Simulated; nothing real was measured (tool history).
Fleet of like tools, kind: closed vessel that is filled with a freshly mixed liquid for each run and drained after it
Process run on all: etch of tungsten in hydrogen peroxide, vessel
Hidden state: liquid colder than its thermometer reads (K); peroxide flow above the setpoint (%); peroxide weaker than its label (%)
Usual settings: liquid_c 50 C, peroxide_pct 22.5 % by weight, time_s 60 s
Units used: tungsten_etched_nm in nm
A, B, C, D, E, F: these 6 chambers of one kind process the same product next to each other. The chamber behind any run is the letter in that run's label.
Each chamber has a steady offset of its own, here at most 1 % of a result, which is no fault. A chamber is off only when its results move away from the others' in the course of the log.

| run | day | liquid_c | peroxide_pct | time_s | hours since the thermometer was replaced | hours since the peroxide flow meter was replaced | hours since the drum of peroxide was connected | read-back film thickness of the tungsten reference wafer, read on the same gauge (nm) | tungsten_etched_nm |
|---|---|---|---|---|---|---|---|---|---|
|  | 0.038 | chamber F: new drum of peroxide connected |
| 1F | 0.496 | 50 | 22.5 | 60 | 100.0 | 251.1 | 11.0 | 60.026 | 54.152 |
| 2B | 0.875 | 50 | 22.5 | 60 | 2138.7 | 699.0 | 155.3 | 59.990 | 53.837 |
| 3C | 1.154 | 50 | 22.5 | 60 | 1014.5 | 1981.0 | 100.0 | 59.970 | 53.619 |
| 4E | 1.683 | 50 | 22.5 | 60 | 562.4 | 476.8 | 1188.0 | 59.989 | 54.438 |
| 5A | 2.150 | 50 | 22.5 | 60 | 249.9 | 501.0 | 308.4 | 59.995 | 53.080 |
| 6D | 2.554 | 50 | 22.5 | 60 | 2359.8 | 591.7 | 160.6 | 60.014 | 54.180 |
| 7A | 2.812 | 50 | 22.5 | 60 | 265.8 | 516.9 | 324.3 | 59.997 | 53.194 |
| 8B | 3.221 | 50 | 22.5 | 60 | 2195.0 | 755.3 | 211.6 | 60.008 | 54.261 |
| 9D | 3.558 | 50 | 22.5 | 60 | 2383.9 | 615.8 | 184.7 | 60.003 | 53.949 |
| 10E | 3.888 | 50 | 22.5 | 60 | 615.3 | 529.7 | 1240.9 | 60.035 | 53.752 |
| 11F | 4.233 | 50 | 22.5 | 60 | 189.7 | 340.8 | 100.7 | 59.985 | 53.830 |
|  | 4.525 | chamber C: peroxide flow meter replaced |
| 12C | 4.771 | 50 | 22.5 | 60 | 1101.3 | 5.9 | 186.8 | 59.984 | 53.983 |
| 13B | 5.054 | 50 | 22.5 | 60 | 2239.0 | 799.3 | 255.6 | 60.015 | 54.095 |
| 14E | 5.571 | 50 | 22.5 | 60 | 655.7 | 570.1 | 1281.3 | 60.014 | 53.840 |
| 15D | 5.846 | 50 | 22.5 | 60 | 2438.8 | 670.7 | 239.6 | 59.962 | 54.573 |
| 16C | 6.108 | 50 | 22.5 | 60 | 1133.4 | 38.0 | 218.9 | 59.984 | 53.703 |
|  | 6.467 | chamber E: new drum of peroxide connected |
| 17A | 6.638 | 50 | 22.5 | 60 | 357.6 | 608.7 | 416.1 | 60.000 | 52.722 |
|  | 6.783 | chamber B: new drum of peroxide connected |
| 18F | 7.000 | 50 | 26.0 | 60 | 256.1 | 407.2 | 167.1 | 60.011 | 58.380 |
| 19C | 7.279 | 50 | 26.0 | 60 | 1161.5 | 66.1 | 247.0 | 60.003 | 57.772 |
| 20E | 7.667 | 50 | 26.0 | 60 | 706.0 | 620.4 | 28.8 | 59.940 | 57.429 |
| 21B | 8.033 | 50 | 26.0 | 60 | 2310.5 | 870.8 | 30.1 | 59.958 | 58.560 |
| 22F | 8.333 | 50 | 26.0 | 60 | 288.1 | 439.2 | 199.1 | 60.064 | 58.340 |
|  | 8.354 | chamber A: peroxide flow meter replaced |
| 23D | 8.621 | 50 | 26.0 | 60 | 2505.4 | 737.3 | 306.2 | 60.010 | 57.603 |
| 24A | 9.108 | 50 | 22.5 | 60 | 416.9 | 18.1 | 475.4 | 59.988 | 53.264 |
|  | 9.492 | chamber F: peroxide flow meter replaced |
| 25A | 9.608 | 50 | 22.5 | 40 | 428.9 | 30.1 | 487.4 | 60.026 | 35.170 |
| 26B | 9.979 | 50 | 22.5 | 40 | 2357.2 | 917.5 | 76.8 | 60.014 | 36.195 |
| 27C | 10.412 | 50 | 22.5 | 40 | 1236.7 | 141.3 | 322.2 | 60.032 | 36.158 |
| 28E | 10.883 | 50 | 22.5 | 40 | 783.2 | 697.6 | 106.0 | 60.006 | 36.192 |
|  | 11.092 | chamber B: peroxide flow meter replaced |
| 29D | 11.404 | 50 | 22.5 | 40 | 2572.2 | 804.1 | 373.0 | 60.041 | 35.782 |
| 30F | 11.646 | 50 | 22.5 | 40 | 367.6 | 51.8 | 278.6 | 59.939 | 36.001 |
| 31B | 11.900 | 50 | 22.5 | 60 | 2403.3 | 19.4 | 122.9 | 60.024 | 53.858 |
| 32C | 12.271 | 50 | 22.5 | 60 | 1281.3 | 185.9 | 366.8 | 60.022 | 53.877 |
| 33D | 12.604 | 50 | 22.5 | 60 | 2601.0 | 832.9 | 401.8 | 60.023 | 53.977 |
| 34F | 13.104 | 50 | 24.5 | 60 | 402.6 | 86.8 | 313.6 | 60.007 | 56.271 |
| 35A | 13.412 | 50 | 24.5 | 60 | 520.2 | 121.4 | 578.7 | 59.983 | 55.770 |
| 36E | 13.683 | 50 | 24.5 | 60 | 850.4 | 764.8 | 173.2 | 60.018 | 56.134 |
| 37D | 13.988 | 50 | 24.5 | 60 | 2634.2 | 866.1 | 435.0 | 60.023 | 56.645 |
| 38B | 14.267 | 50 | 24.5 | 60 | 2460.1 | 76.2 | 179.7 | 60.035 | 56.267 |
| 39C | 14.600 | 50 | 24.5 | 60 | 1337.2 | 241.8 | 422.7 | 59.977 | 55.187 |
| 40A | 14.883 | 50 | 22.5 | 60 | 555.5 | 156.7 | 614.0 | 59.981 | 52.918 |
| 41E | 15.238 | 50 | 22.5 | 60 | 887.7 | 802.1 | 210.5 | 60.000 | 54.009 |
| 42F | 15.700 | 50 | 22.5 | 60 | 464.9 | 149.1 | 375.9 | 59.969 | 54.114 |
| 43F | 16.071 | 50 | 22.5 | 60 | 473.8 | 158.0 | 384.8 | 60.002 | 53.559 |

For the next run the whole fleet of 6 chambers uses the same settings. Give each chamber's results:
| 44A | 16.467 | 50 | 22.5 | 75 |  |  |  |  | ? |
| 44B | 16.467 | 50 | 22.5 | 75 |  |  |  |  | ? |
| 44C | 16.467 | 50 | 22.5 | 75 |  |  |  |  | ? |
| 44D | 16.467 | 50 | 22.5 | 75 |  |  |  |  | ? |
| 44E | 16.467 | 50 | 22.5 | 75 |  |  |  |  | ? |
| 44F | 16.467 | 50 | 22.5 | 75 |  |  |  |  | ? |

| run | tungsten_etched_nm |
|---|---|
| 44A | 66.365 |
| 44B | 66.897 |
| 44C | 66.911 |
| 44D | 67.205 |
| 44E | 67.599 |
| 44F | 66.972 |
